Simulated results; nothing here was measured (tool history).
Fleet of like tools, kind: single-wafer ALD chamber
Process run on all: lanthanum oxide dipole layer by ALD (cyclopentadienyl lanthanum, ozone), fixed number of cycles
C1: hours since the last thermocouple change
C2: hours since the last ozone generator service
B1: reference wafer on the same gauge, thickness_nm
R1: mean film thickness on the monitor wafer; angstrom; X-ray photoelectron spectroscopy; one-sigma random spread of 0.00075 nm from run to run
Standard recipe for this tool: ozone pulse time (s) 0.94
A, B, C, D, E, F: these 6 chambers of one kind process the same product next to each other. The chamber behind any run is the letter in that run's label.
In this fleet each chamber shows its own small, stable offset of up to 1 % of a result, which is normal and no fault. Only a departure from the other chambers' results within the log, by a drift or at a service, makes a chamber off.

-- day=0.217 chamber B: thermocouple changed; heater temperature recalibrated
run 1B day=0.317 | ozone_pulse_time_(s)=0.94 | C1=2.5 C2=197.1 | B1=0.39780 | R1=4.9339
run 2E day=0.617 | ozone_pulse_time_(s)=0.94 | C1=2348.8 C2=16.9 | B1=0.39785 | R1=4.8873
run 3C day=0.762 | ozone_pulse_time_(s)=0.94 | C1=985.5 C2=984.7 | B1=0.39772 | R1=4.9094
run 4F day=0.921 | ozone_pulse_time_(s)=0.94 | C1=513.9 C2=1071.7 | B1=0.39765 | R1=4.8716
run 5A day=1.096 | ozone_pulse_time_(s)=1.19 | C1=91.8 C2=47.8 | B1=0.39773 | R1=5.2555
run 6D day=1.292 | ozone_pulse_time_(s)=1.19 | C1=1542.5 C2=780.8 | B1=0.39769 | R1=5.2176
run 7A day=1.604 | ozone_pulse_time_(s)=1.19 | C1=104.0 C2=60.0 | B1=0.39751 | R1=5.2616
run 8F day=1.829 | ozone_pulse_time_(s)=1.19 | C1=535.7 C2=1093.5 | B1=0.39769 | R1=5.2358
run 9D day=2.000 | ozone_pulse_time_(s)=1.19 | C1=1559.5 C2=797.8 | B1=0.39729 | R1=5.2245
run 10B day=2.292 | ozone_pulse_time_(s)=1.19 | C1=49.9 C2=244.5 | B1=0.39747 | R1=5.2798
run 11E day=2.512 | ozone_pulse_time_(s)=0.94 | C1=2394.3 C2=62.4 | B1=0.39739 | R1=4.8792
run 12C day=2.650 | ozone_pulse_time_(s)=0.94 | C1=1030.8 C2=1030.0 | B1=0.39710 | R1=4.9100
run 13C day=2.871 | ozone_pulse_time_(s)=0.94 | C1=1036.1 C2=1035.3 | B1=0.39743 | R1=4.9074
run 14A day=3.079 | ozone_pulse_time_(s)=0.94 | C1=139.4 C2=95.4 | B1=0.39730 | R1=4.9088
run 15D day=3.392 | ozone_pulse_time_(s)=0.94 | C1=1592.9 C2=831.2 | B1=0.39724 | R1=4.8819
run 16E day=3.567 | ozone_pulse_time_(s)=0.94 | C1=2419.6 C2=87.7 | B1=0.39700 | R1=4.8876
run 17F day=3.717 | ozone_pulse_time_(s)=0.94 | C1=581.0 C2=1138.8 | B1=0.39688 | R1=4.8789
run 18B day=3.904 | ozone_pulse_time_(s)=0.94 | C1=88.6 C2=283.2 | B1=0.39681 | R1=4.9229
run 19B day=4.188 | ozone_pulse_time_(s)=0.94 | C1=95.4 C2=290.0 | B1=0.39686 | R1=4.9260
run 20E day=4.412 | ozone_pulse_time_(s)=0.94 | C1=2439.9 C2=108.0 | B1=0.39670 | R1=4.8798
run 21C day=4.612 | ozone_pulse_time_(s)=0.94 | C1=1077.9 C2=1077.1 | B1=0.39682 | R1=4.9029
run 22F day=4.896 | ozone_pulse_time_(s)=0.94 | C1=609.3 C2=1167.1 | B1=0.39665 | R1=4.8681
run 23D day=5.167 | ozone_pulse_time_(s)=0.94 | C1=1635.5 C2=873.8 | B1=0.39668 | R1=4.8832
run 24A day=5.408 | ozone_pulse_time_(s)=0.94 | C1=195.3 C2=151.3 | B1=0.39647 | R1=4.8998
run 25A day=5.608 | ozone_pulse_time_(s)=0.94 | C1=200.1 C2=156.1 | B1=0.39656 | R1=4.8868
run 26B day=5.854 | ozone_pulse_time_(s)=1.12 | C1=135.4 C2=330.0 | B1=0.39654 | R1=5.1862
run 27C day=6.067 | ozone_pulse_time_(s)=1.12 | C1=1112.8 C2=1112.0 | B1=0.39638 | R1=5.1643
run 28E day=6.379 | ozone_pulse_time_(s)=1.12 | C1=2487.1 C2=155.2 | B1=0.39636 | R1=5.1359
run 29F day=6.517 | ozone_pulse_time_(s)=1.12 | C1=648.2 C2=1206.0 | B1=0.39618 | R1=5.1224
run 30D day=6.667 | ozone_pulse_time_(s)=1.12 | C1=1671.5 C2=909.8 | B1=0.39626 | R1=5.1320
run 31B day=6.829 | ozone_pulse_time_(s)=1.12 | C1=158.8 C2=353.4 | B1=0.39608 | R1=5.1773
run 32A day=6.971 | ozone_pulse_time_(s)=0.76 | C1=232.8 C2=188.8 | B1=0.39615 | R1=4.5129
run 33E day=7.154 | ozone_pulse_time_(s)=0.76 | C1=2505.7 C2=173.8 | B1=0.39593 | R1=4.4857
run 34F day=7.358 | ozone_pulse_time_(s)=0.76 | C1=668.4 C2=1226.2 | B1=0.39625 | R1=4.4754
run 35D day=7.650 | ozone_pulse_time_(s)=0.76 | C1=1695.1 C2=933.4 | B1=0.39597 | R1=4.5092
-- day=7.775 chamber E: thermocouple changed; heater temperature recalibrated
run 36C day=7.892 | ozone_pulse_time_(s)=0.76 | C1=1156.6 C2=1155.8 | B1=0.39588 | R1=4.5057
run 37C day=8.133 | ozone_pulse_time_(s)=0.76 | C1=1162.4 C2=1161.6 | B1=0.39595 | R1=4.5003
run 38D day=8.296 | ozone_pulse_time_(s)=0.70 | C1=1710.6 C2=948.9 | B1=0.39582 | R1=4.3573
run 39F day=8.462 | ozone_pulse_time_(s)=0.70 | C1=694.9 C2=1252.7 | B1=0.39586 | R1=4.3129
run 40B day=8.700 | ozone_pulse_time_(s)=0.70 | C1=203.7 C2=398.3 | B1=0.39556 | R1=4.3502
run 41E day=8.996 | ozone_pulse_time_(s)=0.70 | C1=29.4 C2=218.0 | B1=0.39540 | R1=4.3433

What goes on in this fleet: one chamber off, a drifting gauge, or nothing beyond the chambers' own small offsets? Name the chamber and the cause, if any.

None of the chambers is off. What moves is the gauge, dragging all their readings along together.
Likeliest cause: gauge reads low (%) = 0.626.
